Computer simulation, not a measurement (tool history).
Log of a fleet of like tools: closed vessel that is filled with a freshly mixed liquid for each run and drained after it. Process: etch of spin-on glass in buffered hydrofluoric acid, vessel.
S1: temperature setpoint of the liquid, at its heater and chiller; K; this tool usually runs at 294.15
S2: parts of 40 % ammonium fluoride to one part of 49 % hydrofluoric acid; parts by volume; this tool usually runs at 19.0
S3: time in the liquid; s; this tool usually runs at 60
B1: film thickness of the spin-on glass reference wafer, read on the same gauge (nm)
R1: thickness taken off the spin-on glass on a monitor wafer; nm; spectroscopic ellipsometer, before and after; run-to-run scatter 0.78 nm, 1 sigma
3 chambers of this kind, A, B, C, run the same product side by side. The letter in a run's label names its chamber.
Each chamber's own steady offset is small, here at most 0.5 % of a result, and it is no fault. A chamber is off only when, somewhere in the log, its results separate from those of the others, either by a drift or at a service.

run,hour,S1,S2,S3,B1,R1
1C,13.0,294.15,19.0,60,129.98,93.265
2B,22.9,294.15,19.0,60,130.01,92.805
# hour 32.9: chamber C: hydrofluoric acid flow meter replaced
3A,33.4,294.15,19.0,60,129.98,93.546
4B,46.3,294.15,19.0,60,129.99,93.654
5C,61.7,294.15,19.0,35,130.02,54.100
# hour 69.0: chamber A: hydrofluoric acid flow meter replaced
6A,75.3,294.15,19.0,35,129.99,54.750
7C,83.2,294.15,19.0,35,130.02,54.159
8A,93.0,294.15,19.0,60,129.99,92.149
9B,102.2,294.15,19.0,60,129.96,93.554
10B,110.1,294.15,19.0,60,129.97,92.384
11A,122.4,294.15,19.0,60,130.00,93.727
12C,130.9,294.15,19.0,60,129.99,92.620
13A,143.8,294.15,19.0,60,129.99,94.506
14C,158.0,294.15,19.0,60,130.03,90.679
15B,170.1,294.15,19.0,60,129.97,93.300
16A,185.2,294.15,19.0,60,130.01,91.962
17B,197.2,294.15,19.0,60,130.00,91.846
18C,212.3,294.15,19.0,60,130.02,89.129
19C,226.8,294.15,19.0,60,129.98,88.220
20B,242.2,294.15,19.0,60,130.01,93.111
21A,253.2,294.15,11.5,30,130.00,78.209
22C,268.2,294.15,11.5,30,130.00,70.080
23A,277.9,294.15,11.5,30,129.99,77.087
24B,289.6,294.15,19.0,60,130.00,93.226
25B,302.1,294.15,19.0,60,129.97,91.831
26C,316.6,294.15,19.0,60,129.99,85.375
27A,324.5,294.15,19.0,60,129.99,93.188

Which is it: a chamber that has drifted or been left off by a service, a gauge drift common to all chambers, or only each chamber's usual small offset? If a chamber is off, name it and its likeliest cause.

Little by little, chamber C moves away from the other chambers.
Cause: liquid colder than its thermometer reads (K) = 1.85.
The log may not tell that from: hydrofluoric acid flow below the setpoint (%).

Which of the 4 candidates below, each the usual settings with something changed and its results left as question marks, puts chamber C back in line with what the other chambers give on the usual settings?
In line here means within this much of the mean the other chambers give on the usual settings: R1 2.700 nm
28C-1,336.4,293.65,19.5,60,,?
28C-2,336.4,293.65,20.5,60,,?
28C-3,336.4,294.15,18.5,65,,?
28C-4,336.4,294.65,18.5,60,,?

Average result of the remaining chambers running the usual settings: R1 92.883 nm
run,R1
28C-1,80.016
28C-2,76.742
28C-3,93.926
28C-4,89.179
The right change is 28C-3: it brings the chamber back within the allowed miss of the others.

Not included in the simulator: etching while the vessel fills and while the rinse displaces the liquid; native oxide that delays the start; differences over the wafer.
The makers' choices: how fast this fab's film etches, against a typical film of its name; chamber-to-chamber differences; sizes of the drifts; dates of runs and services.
